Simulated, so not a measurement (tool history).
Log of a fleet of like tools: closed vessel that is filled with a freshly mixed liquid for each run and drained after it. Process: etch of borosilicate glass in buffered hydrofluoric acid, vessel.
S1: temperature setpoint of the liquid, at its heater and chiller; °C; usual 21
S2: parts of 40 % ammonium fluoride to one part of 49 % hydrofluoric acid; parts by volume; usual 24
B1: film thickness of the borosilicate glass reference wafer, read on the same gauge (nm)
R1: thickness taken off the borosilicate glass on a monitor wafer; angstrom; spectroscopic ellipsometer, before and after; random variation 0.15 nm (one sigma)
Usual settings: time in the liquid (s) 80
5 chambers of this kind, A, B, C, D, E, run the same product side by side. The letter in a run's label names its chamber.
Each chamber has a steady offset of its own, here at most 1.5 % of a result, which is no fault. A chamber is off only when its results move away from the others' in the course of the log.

Run 1C, hour 4.3: usual settings; B1 120. Result: R1 373.22 angstrom.
Run 2A, hour 12: usual settings; B1 120.05. Result: R1 378.14 angstrom.
Run 3B, hour 21.7: usual settings; B1 120. Result: R1 379.42 angstrom.
Run 4D, hour 30.4: usual settings; B1 120. Result: R1 379.9 angstrom.
Run 5E, hour 35.1: usual settings; B1 119.99. Result: R1 376.88 angstrom.
Run 6E, hour 40.6: usual settings; B1 120.01. Result: R1 379.35 angstrom.
Run 7A, hour 48: usual settings; B1 120.02. Result: R1 380.14 angstrom.
Run 8C, hour 54.2: usual settings; B1 119.95. Result: R1 373.14 angstrom.
Run 9B, hour 60.1: usual settings but S1 17 °C; B1 119.99. Result: R1 303.36 angstrom.
Run 10D, hour 64.5: usual settings but S1 17 °C; B1 119.99. Result: R1 305.29 angstrom.
Run 11E, hour 71.1: usual settings but S1 17 °C; B1 120.02. Result: R1 306.1 angstrom.
Run 12C, hour 78.6: usual settings but S1 17 °C; B1 120.02. Result: R1 297.5 angstrom.
Run 13A, hour 84.7: usual settings but S1 17 °C; B1 120.05. Result: R1 305.18 angstrom.
Run 14B, hour 92.1: usual settings; B1 119.98. Result: R1 381.1 angstrom.
Run 15D, hour 100.4: usual settings; B1 120.02. Result: R1 380.22 angstrom.
Run 16B, hour 110.2: usual settings but time in the liquid (s) 45; B1 119.96. Result: R1 212.82 angstrom.
Run 17A, hour 115.5: usual settings but time in the liquid (s) 45; B1 119.95. Result: R1 213.97 angstrom.
Run 18D, hour 120.7: usual settings but time in the liquid (s) 45; B1 120.02. Result: R1 213.46 angstrom.
Run 19C, hour 129.7: usual settings but time in the liquid (s) 45; B1 120.01. Result: R1 210.26 angstrom.
Run 20E, hour 137.6: usual settings but time in the liquid (s) 45; B1 119.99. Result: R1 214.08 angstrom.
Run 21A, hour 145: usual settings; B1 120.04. Result: R1 381.85 angstrom.
Run 22B, hour 150.1: usual settings; B1 120.02. Result: R1 378.93 angstrom.
Run 23C, hour 157.9: usual settings; B1 119.98. Result: R1 376.05 angstrom.
Run 24D, hour 166.5: usual settings; B1 120.04. Result: R1 379.85 angstrom.
At hour 167.7: chamber A: hydrofluoric acid flow meter replaced.
Run 25E, hour 174.3: usual settings but S2 29.5 parts by volume; B1 119.99. Result: R1 336.77 angstrom.
Run 26D, hour 183.1: usual settings but S2 29.5 parts by volume; B1 120.02. Result: R1 328.96 angstrom.
Run 27E, hour 190.5: usual settings but S2 29.5 parts by volume; B1 120.05. Result: R1 335.42 angstrom.
At hour 192.1: chamber C: thermometer replaced.
Run 28C, hour 197.6: usual settings but S2 29.5 parts by volume; B1 120. Result: R1 322.83 angstrom.
Run 29B, hour 206.2: usual settings but S2 29.5 parts by volume; B1 119.99. Result: R1 329.12 angstrom.
Run 30A, hour 211.3: usual settings; B1 119.97. Result: R1 379.47 angstrom.
Run 31D, hour 217.9: usual settings; B1 120.04. Result: R1 381.7 angstrom.
Run 32E, hour 226.1: usual settings; B1 120.05. Result: R1 388.34 angstrom.
Run 33B, hour 231.2: usual settings; B1 120.01. Result: R1 378.27 angstrom.
Run 34A, hour 240.8: usual settings; B1 120.05. Result: R1 378.84 angstrom.
At hour 249.1: chamber D: thermometer replaced.
Run 35C, hour 250: usual settings; B1 119.99. Result: R1 374.34 angstrom.
Run 36A, hour 255: usual settings; B1 119.96. Result: R1 375.64 angstrom.
Run 37C, hour 259.9: usual settings; B1 120.01. Result: R1 372.63 angstrom.
Run 38B, hour 265.6: usual settings; B1 120. Result: R1 379.31 angstrom.
Run 39D, hour 270.3: usual settings; B1 120. Result: R1 379.74 angstrom.

All 5 chambers run these settings next. Forecast each chamber's results:
Run 40A, hour 277.5: usual settings but time in the liquid (s) 40. Result: R1 ?.
Run 40B, hour 277.5: usual settings but time in the liquid (s) 40. Result: R1 ?.
Run 40C, hour 277.5: usual settings but time in the liquid (s) 40. Result: R1 ?.
Run 40D, hour 277.5: usual settings but time in the liquid (s) 40. Result: R1 ?.
Run 40E, hour 277.5: usual settings but time in the liquid (s) 40. Result: R1 ?.

run      R1
40A  188.93
40B  189.63
40C  185.48
40D  190.46
40E  197.06
